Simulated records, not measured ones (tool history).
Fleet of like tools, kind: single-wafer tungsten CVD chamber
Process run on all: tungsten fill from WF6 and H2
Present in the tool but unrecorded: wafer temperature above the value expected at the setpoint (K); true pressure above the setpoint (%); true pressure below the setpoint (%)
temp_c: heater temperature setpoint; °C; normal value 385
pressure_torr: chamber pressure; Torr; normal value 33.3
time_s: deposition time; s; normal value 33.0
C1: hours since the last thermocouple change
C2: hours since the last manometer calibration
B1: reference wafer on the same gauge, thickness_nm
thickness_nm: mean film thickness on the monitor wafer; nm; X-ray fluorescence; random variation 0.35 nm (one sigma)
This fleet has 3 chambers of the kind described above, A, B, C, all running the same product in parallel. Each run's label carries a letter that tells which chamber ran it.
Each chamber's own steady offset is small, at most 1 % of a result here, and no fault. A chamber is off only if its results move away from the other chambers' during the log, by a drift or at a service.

{"run": "1B", "day": 0.458, "temp_c": 385, "pressure_torr": 33.3, "time_s": 33.0, "C1": 2127.0, "C2": 709.8, "B1": 72.728, "thickness_nm": 75.908}
{"run": "2A", "day": 0.696, "temp_c": 385, "pressure_torr": 33.3, "time_s": 33.0, "C1": 1984.1, "C2": 1203.3, "B1": 72.721, "thickness_nm": 75.161}
{"run": "3C", "day": 1.162, "temp_c": 385, "pressure_torr": 33.3, "time_s": 33.0, "C1": 129.9, "C2": 845.9, "B1": 72.668, "thickness_nm": 76.031}
{"run": "4C", "day": 1.612, "temp_c": 385, "pressure_torr": 33.3, "time_s": 33.0, "C1": 140.7, "C2": 856.7, "B1": 72.701, "thickness_nm": 76.511}
{"run": "5A", "day": 2.054, "temp_c": 385, "pressure_torr": 33.3, "time_s": 33.0, "C1": 2016.7, "C2": 1235.9, "B1": 72.64, "thickness_nm": 75.737}
{"run": "6B", "day": 2.45, "temp_c": 385, "pressure_torr": 33.3, "time_s": 33.0, "C1": 2174.8, "C2": 757.6, "B1": 72.766, "thickness_nm": 76.211}
{"run": "7B", "day": 2.904, "temp_c": 393, "pressure_torr": 33.3, "time_s": 33.0, "C1": 2185.7, "C2": 768.5, "B1": 72.709, "thickness_nm": 88.232}
{"run": "8C", "day": 3.175, "temp_c": 393, "pressure_torr": 33.3, "time_s": 33.0, "C1": 178.2, "C2": 894.2, "B1": 72.669, "thickness_nm": 88.434}
{"run": "9A", "day": 3.433, "temp_c": 393, "pressure_torr": 33.3, "time_s": 33.0, "C1": 2049.8, "C2": 1269.0, "B1": 72.715, "thickness_nm": 87.808}
{"run": "10C", "day": 3.667, "temp_c": 385, "pressure_torr": 33.3, "time_s": 33.0, "C1": 190.0, "C2": 906.0, "B1": 72.705, "thickness_nm": 76.465}
{"run": "11A", "day": 4.154, "temp_c": 385, "pressure_torr": 37.6, "time_s": 28.3, "C1": 2067.1, "C2": 1286.3, "B1": 72.663, "thickness_nm": 68.276}
{"run": "12B", "day": 4.571, "temp_c": 385, "pressure_torr": 37.6, "time_s": 28.3, "C1": 2225.7, "C2": 808.5, "B1": 72.642, "thickness_nm": 68.67}
{"run": "13A", "day": 4.838, "temp_c": 385, "pressure_torr": 37.6, "time_s": 28.3, "C1": 2083.5, "C2": 1302.7, "B1": 72.775, "thickness_nm": 67.836}
{"run": "14B", "day": 5.3, "temp_c": 385, "pressure_torr": 33.3, "time_s": 33.0, "C1": 2243.2, "C2": 826.0, "B1": 72.671, "thickness_nm": 75.794}
{"run": "15C", "day": 5.679, "temp_c": 385, "pressure_torr": 33.3, "time_s": 33.0, "C1": 238.3, "C2": 954.3, "B1": 72.745, "thickness_nm": 75.369}
{"run": "16C", "day": 5.938, "temp_c": 385, "pressure_torr": 33.3, "time_s": 33.0, "C1": 244.5, "C2": 960.5, "B1": 72.698, "thickness_nm": 76.893}
{"run": "17A", "day": 6.375, "temp_c": 385, "pressure_torr": 33.3, "time_s": 33.0, "C1": 2120.4, "C2": 1339.6, "B1": 72.625, "thickness_nm": 75.049}
{"run": "18B", "day": 6.75, "temp_c": 385, "pressure_torr": 33.3, "time_s": 33.0, "C1": 2278.0, "C2": 860.8, "B1": 72.729, "thickness_nm": 75.467}
{"run": "19C", "day": 7.192, "temp_c": 385, "pressure_torr": 33.3, "time_s": 33.0, "C1": 274.6, "C2": 990.6, "B1": 72.692, "thickness_nm": 75.99}
{"run": "20A", "day": 7.675, "temp_c": 385, "pressure_torr": 33.3, "time_s": 33.0, "C1": 2151.6, "C2": 1370.8, "B1": 72.73, "thickness_nm": 75.572}
{"run": "21B", "day": 7.95, "temp_c": 385, "pressure_torr": 33.3, "time_s": 33.0, "C1": 2306.8, "C2": 889.6, "B1": 72.714, "thickness_nm": 76.071}
{"day": 8.379, "done": "chamber A: thermocouple changed; heater temperature recalibrated"}
{"run": "22A", "day": 8.404, "temp_c": 385, "pressure_torr": 33.3, "time_s": 33.0, "C1": 0.7, "C2": 1388.3, "B1": 72.745, "thickness_nm": 74.795}
{"run": "23C", "day": 8.671, "temp_c": 385, "pressure_torr": 33.3, "time_s": 33.0, "C1": 310.1, "C2": 1026.1, "B1": 72.623, "thickness_nm": 75.785}
{"run": "24B", "day": 9.15, "temp_c": 385, "pressure_torr": 33.3, "time_s": 33.0, "C1": 2335.6, "C2": 918.4, "B1": 72.777, "thickness_nm": 75.21}
{"run": "25C", "day": 9.604, "temp_c": 385, "pressure_torr": 33.3, "time_s": 33.0, "C1": 332.5, "C2": 1048.5, "B1": 72.803, "thickness_nm": 76.687}

The same settings go to every chamber for the next run, one line per chamber below. Forecast the results for each:
{"run": "26A", "day": 9.967, "temp_c": 385, "pressure_torr": 33.3, "time_s": 33.0, "thickness_nm": "?"}
{"run": "26B", "day": 9.967, "temp_c": 385, "pressure_torr": 33.3, "time_s": 33.0, "thickness_nm": "?"}
{"run": "26C", "day": 9.967, "temp_c": 385, "pressure_torr": 33.3, "time_s": 33.0, "thickness_nm": "?"}

run=26A thickness_nm=75.159
run=26B thickness_nm=75.373
run=26C thickness_nm=76.200
